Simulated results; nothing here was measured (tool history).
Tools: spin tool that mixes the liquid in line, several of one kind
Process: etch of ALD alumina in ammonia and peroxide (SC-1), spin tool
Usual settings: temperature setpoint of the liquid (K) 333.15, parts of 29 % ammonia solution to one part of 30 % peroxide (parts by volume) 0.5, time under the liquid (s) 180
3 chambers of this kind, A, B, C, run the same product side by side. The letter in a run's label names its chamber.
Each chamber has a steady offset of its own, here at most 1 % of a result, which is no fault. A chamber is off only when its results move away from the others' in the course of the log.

| run | hour | temperature setpoint of the liquid (K) | parts of 29 % ammonia solution to one part of 30 % peroxide (parts by volume) | time under the liquid (s) | hours since the thermometer was replaced | hours since the ammonia flow meter was replaced | hours since the heated supply line was repaired | hours since the drum of ammonia solution was connected | read-back film thickness of the ALD alumina reference wafer, read on the same gauge (nm) | thickness taken off the ALD alumina on a monitor wafer (Å) |
|---|---|---|---|---|---|---|---|---|---|---|
| 1C | 9.9 | 333.15 | 0.5 | 180 | 470.3 | 2361.1 | 56.9 | 390.7 | 99.983 | 146.68 |
| 2B | 18.6 | 333.15 | 0.5 | 180 | 1280 | 145.4 | 3444.3 | 191.9 | 100.01 | 145.99 |
| 3A | 26.6 | 333.15 | 0.5 | 180 | 2324.7 | 293.9 | 1806.4 | 138.1 | 100.05 | 145.58 |
| 4B | 36.4 | 333.15 | 0.5 | 180 | 1297.8 | 163.2 | 3462.1 | 209.7 | 100.02 | 145.02 |
| 5C | 43.3 | 333.15 | 0.5 | 180 | 503.7 | 2394.5 | 90.3 | 424.1 | 100.01 | 146.46 |
| 6A | 52.4 | 333.15 | 0.6 | 130 | 2350.5 | 319.7 | 1832.2 | 163.9 | 99.963 | 107.3 |
| 7B | 60.3 | 333.15 | 0.6 | 130 | 1321.7 | 187.1 | 3486 | 233.6 | 99.982 | 105.52 |
| 8A | 70 | 333.15 | 0.6 | 130 | 2368.1 | 337.3 | 1849.8 | 181.5 | 100 | 107.23 |
| 9C | 76.5 | 333.15 | 0.5 | 180 | 536.9 | 2427.7 | 123.5 | 457.3 | 100.04 | 146.62 |
| 10C | 85.1 | 333.15 | 0.5 | 180 | 545.5 | 2436.3 | 132.1 | 465.9 | 100.05 | 145.59 |
| 11A | 90.9 | 328.65 | 0.5 | 80 | 2389 | 358.2 | 1870.7 | 202.4 | 100.07 | 51.092 |
| 12B | 98.7 | 328.65 | 0.5 | 80 | 1360.1 | 225.5 | 3524.4 | 272 | 99.993 | 50.259 |
| 13B | 108 | 328.65 | 0.5 | 80 | 1369.4 | 234.8 | 3533.7 | 281.3 | 99.999 | 50.272 |
| 14A | 116.9 | 333.15 | 0.5 | 180 | 2415 | 384.2 | 1896.7 | 228.4 | 99.965 | 145.52 |
| 15C | 125.8 | 333.15 | 0.5 | 180 | 586.2 | 2477 | 172.8 | 506.6 | 100.01 | 146.84 |
| 16A | 131.7 | 333.15 | 0.35 | 125 | 2429.8 | 399 | 1911.5 | 243.2 | 100.01 | 98.392 |
| 17B | 137.1 | 333.15 | 0.35 | 125 | 1398.5 | 263.9 | 3562.8 | 310.4 | 100.02 | 96.292 |
| 18C | 143.8 | 333.15 | 0.35 | 125 | 604.2 | 2495 | 190.8 | 524.6 | 100 | 97.575 |
| 19C | 151.6 | 337.65 | 0.6 | 180 | 612 | 2502.8 | 198.6 | 532.4 | 99.997 | 186.55 |
| 20B | 158.9 | 337.65 | 0.6 | 180 | 1420.3 | 285.7 | 3584.6 | 332.2 | 100.01 | 182.46 |
| 21A | 164.5 | 337.65 | 0.6 | 180 | 2462.6 | 431.8 | 1944.3 | 276 | 99.966 | 187.54 |
| 22A | 169 | 333.15 | 0.5 | 180 | 2467.1 | 436.3 | 1948.8 | 280.5 | 100.02 | 146.49 |
| 23C | 174.8 | 333.15 | 0.5 | 180 | 635.2 | 2526 | 221.8 | 555.6 | 99.996 | 146.15 |
| 24B | 184.2 | 333.15 | 0.65 | 180 | 1445.6 | 311 | 3609.9 | 357.5 | 100.02 | 145.49 |
| 25B | 188.6 | 333.15 | 0.65 | 180 | 1450 | 315.4 | 3614.3 | 361.9 | 100.02 | 145.14 |
|  | 194.7 | chamber A: thermometer replaced |
| 26A | 198.4 | 333.15 | 0.65 | 180 | 3.8 | 465.7 | 1978.2 | 309.9 | 99.987 | 149.79 |
| 27C | 203.8 | 333.15 | 0.5 | 180 | 664.2 | 2555 | 250.8 | 584.6 | 99.964 | 145.41 |
| 28C | 210.3 | 333.15 | 0.5 | 180 | 670.7 | 2561.5 | 257.3 | 591.1 | 99.966 | 145.91 |

What goes on in this fleet: one chamber off, a drifting gauge, or nothing beyond the chambers' own small offsets? Name the chamber and the cause, if any.

Chamber B drifts away from the others.
Cause: liquid colder than its thermometer reads (K) = 0.587.
The log may not tell that from: temperature lost on the way to the wafer (K).

Here are 4 candidates for chamber B's next run, each the usual settings with a change, their results left as question marks. Which one brings its results back in line with what the others give on the usual settings?
In line means no further than this from the other chambers' mean on the usual settings: thickness taken off the ALD alumina on a monitor wafer (Å) 2
| 29B-1 | 217.5 | 333.15 | 0.55 | 180 |  |  |  |  |  | ? |
| 29B-2 | 217.5 | 333.15 | 0.35 | 180 |  |  |  |  |  | ? |
| 29B-3 | 217.5 | 333.15 | 0.45 | 180 |  |  |  |  |  | ? |
| 29B-4 | 217.5 | 333.15 | 0.7 | 180 |  |  |  |  |  | ? |

The other chambers' mean on the usual settings: thickness taken off the ALD alumina on a monitor wafer (Å) 146.22
| run | thickness taken off the ALD alumina on a monitor wafer (Å) |
|---|---|
| 29B-1 | 141.91 |
| 29B-2 | 135.87 |
| 29B-3 | 139.2 |
| 29B-4 | 145.23 |
29B-4 brings the chamber back in line.

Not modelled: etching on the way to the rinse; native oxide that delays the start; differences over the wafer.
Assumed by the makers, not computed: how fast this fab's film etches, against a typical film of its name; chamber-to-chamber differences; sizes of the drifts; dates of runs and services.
